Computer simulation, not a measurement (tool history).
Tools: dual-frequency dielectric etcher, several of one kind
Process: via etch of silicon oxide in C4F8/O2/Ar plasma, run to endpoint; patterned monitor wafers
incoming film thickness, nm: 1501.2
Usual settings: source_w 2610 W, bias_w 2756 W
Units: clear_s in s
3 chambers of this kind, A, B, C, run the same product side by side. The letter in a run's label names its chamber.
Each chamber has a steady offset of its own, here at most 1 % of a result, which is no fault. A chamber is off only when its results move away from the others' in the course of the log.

run   hour  source_w  bias_w  hours since the last wet clean  hours since the last source power generator calibration  hours since the last bias power generator calibration  clear_s
 1B    6.7      2610    2756                           277.0                                                   4168.6                                                 3596.9   244.05
 2A   10.5      2610    2756                           293.9                                                   3550.0                                                  195.1   243.36
 3C   15.0      2610    2756                           341.1                                                   1401.2                                                 2671.7   241.30
 4B   18.3      2610    2756                           288.6                                                   4180.2                                                 3608.5   243.41
 5A   23.6      2040    2449                           307.0                                                   3563.1                                                  208.2   278.14
 6C   27.7      2040    2449                           353.8                                                   1413.9                                                 2684.4   278.78
 7C   31.0      2040    2449                           357.1                                                   1417.2                                                 2687.7   277.30
 8B   37.3      2610    2756                           307.6                                                   4199.2                                                 3627.5   244.64
 9A   41.0      2610    2173                           324.4                                                   3580.5                                                  225.6   260.59
10B   46.5      2610    2173                           316.8                                                   4208.4                                                 3636.7   259.97
11C   51.2      2610    2173                           377.3                                                   1437.4                                                 2707.9   259.50
12A   58.0      2610    2756                           341.4                                                   3597.5                                                  242.6   242.21
13A   64.7      2610    2756                           348.1                                                   3604.2                                                  249.3   244.71
14C   71.0      2610    2756                           397.1                                                   1457.2                                                 2727.7   240.24
15B   76.5      2610    2756                           346.8                                                   4238.4                                                 3666.7   243.81
16A   82.9      2610    2756                           366.3                                                   3622.4                                                  267.5   244.04
17C   86.0      2610    2756                           412.1                                                   1472.2                                                 2742.7   239.24
18B   92.0      3220    2498                           362.3                                                   4253.9                                                 3682.2   230.60
19A   95.6      3220    2498                           379.0                                                   3635.1                                                  280.2   230.17
20C  100.7      3220    2498                           426.8                                                   1486.9                                                 2757.4   226.16
21B  106.5      2610    2756                           376.8                                                   4268.4                                                 3696.7   243.45
22C  112.9      2610    2756                           439.0                                                   1499.1                                                 2769.6   238.95
23B  117.2      2610    3299                           387.5                                                   4279.1                                                 3707.4   230.79
24A  120.3      2610    3299                           403.7                                                   3659.8                                                  304.9   231.32
25C  124.7      2610    3299                           450.8                                                   1510.9                                                 2781.4   223.86
26A  129.3      2610    2756                           412.7                                                   3668.8                                                  313.9   244.91
27B  134.4      2610    2756                           404.7                                                   4296.3                                                 3724.6   244.29
28B  140.2      2610    2756                           410.5                                                   4302.1                                                 3730.4   243.54
29C  144.7      2610    2756                           470.8                                                   1530.9                                                 2801.4   235.47

All 3 chambers run these settings next. Forecast each chamber's results:
30A  149.8      2610    2756                                                                                                                                                        ?
30B  149.8      2610    2756                                                                                                                                                        ?
30C  149.8      2610    2756                                                                                                                                                        ?

run  clear_s
30A   243.36
30B   245.46
30C   235.11
